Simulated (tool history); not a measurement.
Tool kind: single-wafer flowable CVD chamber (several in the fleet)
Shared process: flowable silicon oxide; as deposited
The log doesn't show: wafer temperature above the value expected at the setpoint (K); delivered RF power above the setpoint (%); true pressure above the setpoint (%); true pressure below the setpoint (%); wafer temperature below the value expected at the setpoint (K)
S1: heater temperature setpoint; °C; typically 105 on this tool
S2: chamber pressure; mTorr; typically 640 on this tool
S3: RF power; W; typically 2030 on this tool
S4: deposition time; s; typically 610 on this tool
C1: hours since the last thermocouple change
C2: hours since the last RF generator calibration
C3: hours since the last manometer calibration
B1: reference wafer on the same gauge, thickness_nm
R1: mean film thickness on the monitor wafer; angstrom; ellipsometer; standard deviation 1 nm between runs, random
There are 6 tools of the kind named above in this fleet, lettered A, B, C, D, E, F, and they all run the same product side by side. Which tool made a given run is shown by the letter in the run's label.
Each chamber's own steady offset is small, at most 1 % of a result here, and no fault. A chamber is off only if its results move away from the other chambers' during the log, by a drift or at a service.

Run 1C, day 0.221: usual settings; C1 523.2; C2 845.0; C3 1078.7; B1 192.02. Result: R1 2339.9 angstrom.
Run 2E, day 0.421: usual settings; C1 1909.1; C2 382.4; C3 425.8; B1 191.94. Result: R1 2310.5 angstrom.
At day 0.454: chamber D: capacitance manometer re-zeroed and calibrated.
Run 3D, day 0.642: usual settings; C1 368.4; C2 910.7; C3 4.6; B1 192.04. Result: R1 2327.0 angstrom.
Run 4B, day 0.883: usual settings; C1 976.9; C2 1199.0; C3 2159.7; B1 192.16. Result: R1 2319.9 angstrom.
Run 5F, day 1.108: usual settings; C1 948.0; C2 770.9; C3 94.3; B1 191.93. Result: R1 2337.3 angstrom.
Run 6A, day 1.433: usual settings; C1 524.8; C2 1406.0; C3 773.9; B1 192.05. Result: R1 2346.9 angstrom.
Run 7C, day 1.667: usual settings but S1 96 °C, S2 711 mTorr; C1 557.9; C2 879.7; C3 1113.4; B1 192.03. Result: R1 3643.9 angstrom.
Run 8D, day 1.892: usual settings but S1 96 °C, S2 711 mTorr; C1 398.4; C2 940.7; C3 34.6; B1 192.12. Result: R1 3667.7 angstrom.
Run 9A, day 2.171: usual settings but S1 96 °C, S2 711 mTorr; C1 542.5; C2 1423.7; C3 791.6; B1 191.91. Result: R1 3676.6 angstrom.
Run 10E, day 2.388: usual settings but S1 96 °C, S2 711 mTorr; C1 1956.3; C2 429.6; C3 473.0; B1 192.01. Result: R1 3588.4 angstrom.
Run 11F, day 2.558: usual settings but S1 96 °C, S2 711 mTorr; C1 982.8; C2 805.7; C3 129.1; B1 191.88. Result: R1 3701.3 angstrom.
Run 12B, day 2.912: usual settings but S1 96 °C, S2 711 mTorr; C1 1025.6; C2 1247.7; C3 2208.4; B1 191.91. Result: R1 3599.0 angstrom.
Run 13B, day 3.242: usual settings but S2 706 mTorr, S4 502 s; C1 1033.5; C2 1255.6; C3 2216.3; B1 192.05. Result: R1 2159.5 angstrom.
Run 14C, day 3.458: usual settings but S2 706 mTorr, S4 502 s; C1 600.9; C2 922.7; C3 1156.4; B1 192.09. Result: R1 2168.3 angstrom.
Run 15F, day 3.796: usual settings but S2 706 mTorr, S4 502 s; C1 1012.5; C2 835.4; C3 158.8; B1 192.03. Result: R1 2200.3 angstrom.
Run 16D, day 4.054: usual settings but S2 706 mTorr, S4 502 s; C1 450.3; C2 992.6; C3 86.5; B1 191.96. Result: R1 2202.6 angstrom.
Run 17E, day 4.388: usual settings but S2 706 mTorr, S4 502 s; C1 2004.3; C2 477.6; C3 521.0; B1 192.10. Result: R1 2188.0 angstrom.
Run 18A, day 4.612: usual settings but S2 706 mTorr, S4 502 s; C1 601.1; C2 1482.3; C3 850.2; B1 191.98. Result: R1 2177.8 angstrom.
Run 19B, day 4.917: usual settings; C1 1073.7; C2 1295.8; C3 2256.5; B1 192.11. Result: R1 2321.8 angstrom.
Run 20D, day 5.229: usual settings but S1 90 °C, S4 659 s; C1 478.5; C2 1020.8; C3 114.7; B1 192.17. Result: R1 4224.0 angstrom.
Run 21F, day 5.475: usual settings but S1 90 °C, S4 659 s; C1 1052.8; C2 875.7; C3 199.1; B1 191.90. Result: R1 4234.0 angstrom.
Run 22C, day 5.683: usual settings but S1 90 °C, S4 659 s; C1 654.3; C2 976.1; C3 1209.8; B1 191.90. Result: R1 4141.5 angstrom.
Run 23A, day 5.904: usual settings but S1 90 °C, S4 659 s; C1 632.1; C2 1513.3; C3 881.2; B1 191.95. Result: R1 4182.9 angstrom.
Run 24E, day 6.212: usual settings but S1 90 °C, S4 659 s; C1 2048.1; C2 521.4; C3 564.8; B1 191.87. Result: R1 4124.0 angstrom.
Run 25D, day 6.538: usual settings but S1 90 °C, S4 659 s; C1 509.9; C2 1052.2; C3 146.1; B1 191.87. Result: R1 4232.4 angstrom.
Run 26C, day 6.833: usual settings; C1 681.9; C2 1003.7; C3 1237.4; B1 191.90. Result: R1 2309.1 angstrom.
Run 27A, day 7.158: usual settings; C1 662.2; C2 1543.4; C3 911.3; B1 191.98. Result: R1 2344.6 angstrom.
At day 7.208: chamber B: RF generator calibrated.
Run 28E, day 7.350: usual settings; C1 2075.4; C2 548.7; C3 592.1; B1 192.03. Result: R1 2333.3 angstrom.
Run 29F, day 7.617: usual settings; C1 1104.2; C2 927.1; C3 250.5; B1 192.04. Result: R1 2355.6 angstrom.
Run 30B, day 7.958: usual settings but S3 2185 W; C1 1146.7; C2 18.0; C3 2329.5; B1 192.02. Result: R1 2363.3 angstrom.
Run 31F, day 8.238: usual settings but S3 2185 W; C1 1119.1; C2 942.0; C3 265.4; B1 191.87. Result: R1 2391.6 angstrom.
Run 32B, day 8.454: usual settings but S3 2185 W; C1 1158.6; C2 29.9; C3 2341.4; B1 191.97. Result: R1 2345.9 angstrom.
Run 33A, day 8.762: usual settings but S3 2185 W; C1 700.7; C2 1581.9; C3 949.8; B1 191.99. Result: R1 2386.7 angstrom.
Run 34E, day 8.950: usual settings but S3 2185 W; C1 2113.8; C2 587.1; C3 630.5; B1 192.13. Result: R1 2345.4 angstrom.
Run 35C, day 9.204: usual settings but S3 2185 W; C1 738.8; C2 1060.6; C3 1294.3; B1 191.90. Result: R1 2351.7 angstrom.
Run 36D, day 9.475: usual settings; C1 580.4; C2 1122.7; C3 216.6; B1 192.06. Result: R1 2374.2 angstrom.
Run 37B, day 9.754: usual settings but S2 568 mTorr; C1 1189.8; C2 61.1; C3 2372.6; B1 191.84. Result: R1 1970.1 angstrom.
Run 38D, day 9.962: usual settings but S2 568 mTorr; C1 592.1; C2 1134.4; C3 228.3; B1 191.86. Result: R1 2024.8 angstrom.
Run 39E, day 10.196: usual settings but S2 568 mTorr; C1 2143.7; C2 617.0; C3 660.4; B1 191.96. Result: R1 1981.0 angstrom.
Run 40F, day 10.529: usual settings but S2 568 mTorr; C1 1174.1; C2 997.0; C3 320.4; B1 192.12. Result: R1 1997.5 angstrom.
Run 41C, day 10.700: usual settings but S2 568 mTorr; C1 774.7; C2 1096.5; C3 1330.2; B1 192.04. Result: R1 1960.1 angstrom.
Run 42A, day 10.958: usual settings but S2 568 mTorr; C1 753.4; C2 1634.6; C3 1002.5; B1 191.80. Result: R1 1973.0 angstrom.

Each of the 6 chambers runs these same settings next. Fill in every chamber's results:
Run 43A, day 11.217: usual settings. Result: R1 ?.
Run 43B, day 11.217: usual settings. Result: R1 ?.
Run 43C, day 11.217: usual settings. Result: R1 ?.
Run 43D, day 11.217: usual settings. Result: R1 ?.
Run 43E, day 11.217: usual settings. Result: R1 ?.
Run 43F, day 11.217: usual settings. Result: R1 ?.

run      R1
43A  2321.6
43B  2307.7
43C  2316.5
43D  2385.0
43E  2320.8
43F  2351.0
